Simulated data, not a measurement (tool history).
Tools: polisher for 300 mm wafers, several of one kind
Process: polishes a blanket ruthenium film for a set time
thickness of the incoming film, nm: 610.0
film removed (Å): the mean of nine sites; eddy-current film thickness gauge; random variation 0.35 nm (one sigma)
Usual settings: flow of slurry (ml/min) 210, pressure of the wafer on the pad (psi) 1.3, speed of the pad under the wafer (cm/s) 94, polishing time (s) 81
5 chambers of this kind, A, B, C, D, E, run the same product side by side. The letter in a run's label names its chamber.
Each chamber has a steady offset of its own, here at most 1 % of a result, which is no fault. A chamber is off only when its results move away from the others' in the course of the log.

run    day  flow of slurry (ml/min)  pressure of the wafer on the pad (psi)  speed of the pad under the wafer (cm/s)  polishing time (s)  wafers polished on this pad  hours since the slurry nozzle was cleaned  hours since the head pressure was calibrated  film removed (Å)
 1E  0.183                      210                                     1.3                                       94                  81                         1041                                      134.8                                         327.4            535.66
 2D  0.392                      210                                     1.3                                       94                  81                          446                                      108.0                                         187.7            533.23
 3B  0.629                      210                                     1.3                                       94                  81                          432                                      197.0                                         138.2            539.14
 4C  1.021                      210                                     1.3                                       94                  81                          325                                       51.6                                         778.4            531.14
     1.092  -- chamber E: worn pad replaced by a new one
 5A  1.329                      210                                     1.3                                       94                  81                          522                                      207.3                                         563.9            526.63
 6D  1.567                      210                                     1.3                                       94                  81                          773                                      136.2                                         215.9            531.79
 7A  1.846                      210                                     1.3                                       94                  81                          666                                      219.7                                         576.3            535.54
     2.167  -- chamber D: worn pad replaced by a new one
 8B  2.225                      210                                     1.3                                       94                  81                          876                                      235.3                                         176.5            530.51
 9E  2.525                      175                                     1.3                                       94                  81                          399                                      191.0                                         383.6            514.82
10C  2.708                      175                                     1.3                                       94                  81                          795                                       92.1                                         818.9            521.49
11C  3.025                      175                                     1.3                                       94                  81                          883                                       99.7                                         826.5            518.63
     3.233  -- chamber C: head pressure recalibrated
12A  3.371                      175                                     1.3                                       94                  81                         1090                                      256.3                                         612.9            517.71
13D  3.654                      175                                     1.3                                       94                  81                          414                                      186.3                                         266.0            523.05
     3.758  -- chamber B: slurry nozzle cleaned
14E  3.938                      150                                     1.3                                      110                  81                          791                                      224.9                                         417.5            599.39
15B  4.312                      150                                     1.3                                      110                  81                         1456                                       13.3                                         226.6            596.92
     4.358  -- chamber C: worn pad replaced by a new one
16C  4.592                      150                                     1.3                                      110                  81                           65                                      137.3                                          32.6            588.77
17E  4.850                      150                                     1.3                                      110                  81                         1045                                      246.8                                         439.4            598.31
     4.938  -- chamber B: worn pad replaced by a new one
     5.067  -- chamber E: worn pad replaced by a new one
     5.142  -- chamber E: head pressure recalibrated
18A  5.183                      150                                     1.3                                      110                  81                         1595                                      299.8                                         656.4            576.62
     5.350  -- chamber D: worn pad replaced by a new one
19B  5.379                      210                                     1.3                                       94                  81                          123                                       38.9                                         252.2            531.26
20D  5.567                      210                                     1.3                                       94                  81                           61                                      232.2                                         311.9            534.09
21B  5.833                      210                                     1.1                                       94                  81                          250                                       49.8                                         263.1            446.27
22A  6.129                      210                                     1.1                                       94                  81                         1858                                      322.5                                         679.1            435.05
23D  6.333                      210                                     1.1                                       94                  81                          274                                      250.6                                         330.3            457.70
24E  6.512                      210                                     1.1                                       94                  81                          402                                      286.7                                          33.0            454.77
25C  6.825                      210                                     1.1                                       94                  81                          687                                      190.9                                          86.2            450.95
26E  7.212                      210                                     1.3                                      118                  81                          597                                      303.5                                          49.8            667.01
     7.500  -- chamber A: slurry nozzle cleaned
27B  7.521                      210                                     1.3                                      118                  81                          719                                       90.3                                         303.6            671.81
28C  7.892                      210                                     1.3                                      118                  81                          983                                      216.5                                         111.8            653.91
29A  8.121                      210                                     1.3                                      118                  81                         2412                                       14.9                                         726.9            635.18
30D  8.517                      210                                     1.3                                      118                  81                          881                                      303.0                                         382.7            669.08
31E  8.854                      210                                     1.3                                      114                  90                         1053                                      342.9                                          89.2            720.13
32C  9.125                      210                                     1.3                                      114                  90                         1326                                      246.1                                         141.4            714.76

What goes on in this fleet: one chamber off, a drifting gauge, or nothing beyond the chambers' own small offsets? Name the chamber and the cause, if any.

Chamber A drifts away from the others.
Cause: removal rate lost through wear of the pad, % = 6.86.
The log may not tell that from: head's pressure below its setpoint, %.

Here are 4 candidates for chamber A's next run, each the usual settings with a change, their results left as question marks. Which one brings its results back in line with what the others give on the usual settings?
In line means no further than this from the other chambers' mean on the usual settings: film removed (Å) 12.00
33A-1  9.412                      210                                     1.3                                      102                  81                                                                                                                                       ?
33A-2  9.412                      210                                     1.3                                       92                  80                                                                                                                                       ?
33A-3  9.412                      210                                     1.3                                       96                  82                                                                                                                                       ?
33A-4  9.412                      210                                     1.3                                       90                  78                                                                                                                                       ?

The other chambers' mean on the usual settings: film removed (Å) 534.11
  run  film removed (Å)
33A-1            537.51
33A-2            478.11
33A-3            511.69
33A-4            455.86
33A-1 brings the chamber back in line.

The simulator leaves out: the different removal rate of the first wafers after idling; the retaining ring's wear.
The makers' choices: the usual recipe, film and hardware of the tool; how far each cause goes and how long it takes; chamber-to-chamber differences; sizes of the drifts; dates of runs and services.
